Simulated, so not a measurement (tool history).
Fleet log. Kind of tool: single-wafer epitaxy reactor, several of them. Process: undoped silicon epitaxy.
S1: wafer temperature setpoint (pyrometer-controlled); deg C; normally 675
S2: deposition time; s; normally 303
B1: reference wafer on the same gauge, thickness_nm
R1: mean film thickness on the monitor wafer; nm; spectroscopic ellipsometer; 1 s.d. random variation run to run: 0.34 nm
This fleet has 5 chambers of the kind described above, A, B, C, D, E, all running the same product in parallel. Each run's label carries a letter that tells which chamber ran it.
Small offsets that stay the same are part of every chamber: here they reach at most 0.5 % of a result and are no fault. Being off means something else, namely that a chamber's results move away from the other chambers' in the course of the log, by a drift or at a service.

{"run": "1D", "hour": 6.5, "S1": 675, "S2": 303, "B1": 98.777, "R1": 86.308}
{"run": "2A", "hour": 17.9, "S1": 675, "S2": 303, "B1": 98.838, "R1": 86.383}
{"run": "3C", "hour": 25.8, "S1": 675, "S2": 303, "B1": 98.703, "R1": 87.257}
{"run": "4E", "hour": 32.0, "S1": 675, "S2": 303, "B1": 98.844, "R1": 86.8}
{"run": "5B", "hour": 39.2, "S1": 675, "S2": 303, "B1": 98.789, "R1": 86.721}
{"run": "6C", "hour": 49.7, "S1": 688, "S2": 262, "B1": 98.748, "R1": 97.711}
{"run": "7A", "hour": 57.6, "S1": 688, "S2": 262, "B1": 98.798, "R1": 97.133}
{"run": "8B", "hour": 68.1, "S1": 688, "S2": 262, "B1": 98.806, "R1": 97.663}
{"run": "9D", "hour": 78.4, "S1": 688, "S2": 262, "B1": 98.83, "R1": 97.751}
{"run": "10E", "hour": 87.1, "S1": 688, "S2": 262, "B1": 98.917, "R1": 98.01}
{"run": "11E", "hour": 95.4, "S1": 675, "S2": 303, "B1": 98.821, "R1": 86.49}
{"run": "12D", "hour": 104.3, "S1": 675, "S2": 303, "B1": 98.739, "R1": 86.362}
{"run": "13A", "hour": 111.3, "S1": 675, "S2": 303, "B1": 98.737, "R1": 86.334}
{"run": "14C", "hour": 118.5, "S1": 675, "S2": 303, "B1": 98.834, "R1": 86.343}
{"run": "15B", "hour": 129.2, "S1": 675, "S2": 303, "B1": 98.746, "R1": 86.969}
{"run": "16E", "hour": 140.9, "S1": 675, "S2": 303, "B1": 98.746, "R1": 86.554}
{"run": "17A", "hour": 151.5, "S1": 675, "S2": 303, "B1": 98.804, "R1": 86.59}
{"run": "18C", "hour": 161.2, "S1": 675, "S2": 303, "B1": 98.729, "R1": 86.711}
{"run": "19D", "hour": 170.8, "S1": 675, "S2": 303, "B1": 98.871, "R1": 85.666}
{"run": "20B", "hour": 181.3, "S1": 675, "S2": 303, "B1": 98.844, "R1": 86.182}
{"run": "21B", "hour": 186.7, "S1": 675, "S2": 303, "B1": 98.832, "R1": 87.027}
{"run": "22D", "hour": 196.5, "S1": 675, "S2": 303, "B1": 98.816, "R1": 85.773}
{"run": "23A", "hour": 205.9, "S1": 683, "S2": 347, "B1": 98.781, "R1": 116.98}
{"run": "24E", "hour": 216.6, "S1": 683, "S2": 347, "B1": 98.692, "R1": 117.23}
{"run": "25C", "hour": 227.1, "S1": 683, "S2": 347, "B1": 98.797, "R1": 116.45}
{"hour": 234.4, "done": "chamber B: pyrometer calibrated"}
{"run": "26D", "hour": 237.6, "S1": 683, "S2": 347, "B1": 98.672, "R1": 116.34}
{"run": "27C", "hour": 243.2, "S1": 683, "S2": 347, "B1": 98.779, "R1": 116.69}
{"run": "28B", "hour": 252.9, "S1": 675, "S2": 303, "B1": 98.826, "R1": 86.874}
{"hour": 259.4, "done": "chamber A: pyrometer calibrated"}
{"run": "29E", "hour": 259.8, "S1": 675, "S2": 303, "B1": 98.805, "R1": 86.726}
{"run": "30A", "hour": 265.3, "S1": 675, "S2": 303, "B1": 98.739, "R1": 86.752}
{"run": "31A", "hour": 272.9, "S1": 675, "S2": 303, "B1": 98.688, "R1": 86.626}
{"run": "32B", "hour": 283.7, "S1": 675, "S2": 303, "B1": 98.824, "R1": 86.261}
{"run": "33D", "hour": 290.2, "S1": 675, "S2": 303, "B1": 98.808, "R1": 86.429}
{"run": "34C", "hour": 298.2, "S1": 675, "S2": 303, "B1": 98.696, "R1": 87.142}
{"run": "35E", "hour": 304.3, "S1": 675, "S2": 303, "B1": 98.863, "R1": 86.786}

Next, all 5 chambers run the settings below, one line each with question marks for the results. What does each chamber give?
{"run": "36A", "hour": 313.0, "S1": 664, "S2": 303, "R1": "?"}
{"run": "36B", "hour": 313.0, "S1": 664, "S2": 303, "R1": "?"}
{"run": "36C", "hour": 313.0, "S1": 664, "S2": 303, "R1": "?"}
{"run": "36D", "hour": 313.0, "S1": 664, "S2": 303, "R1": "?"}
{"run": "36E", "hour": 313.0, "S1": 664, "S2": 303, "R1": "?"}

run=36A R1=68.896
run=36B R1=69.026
run=36C R1=68.985
run=36D R1=68.001
run=36E R1=68.620
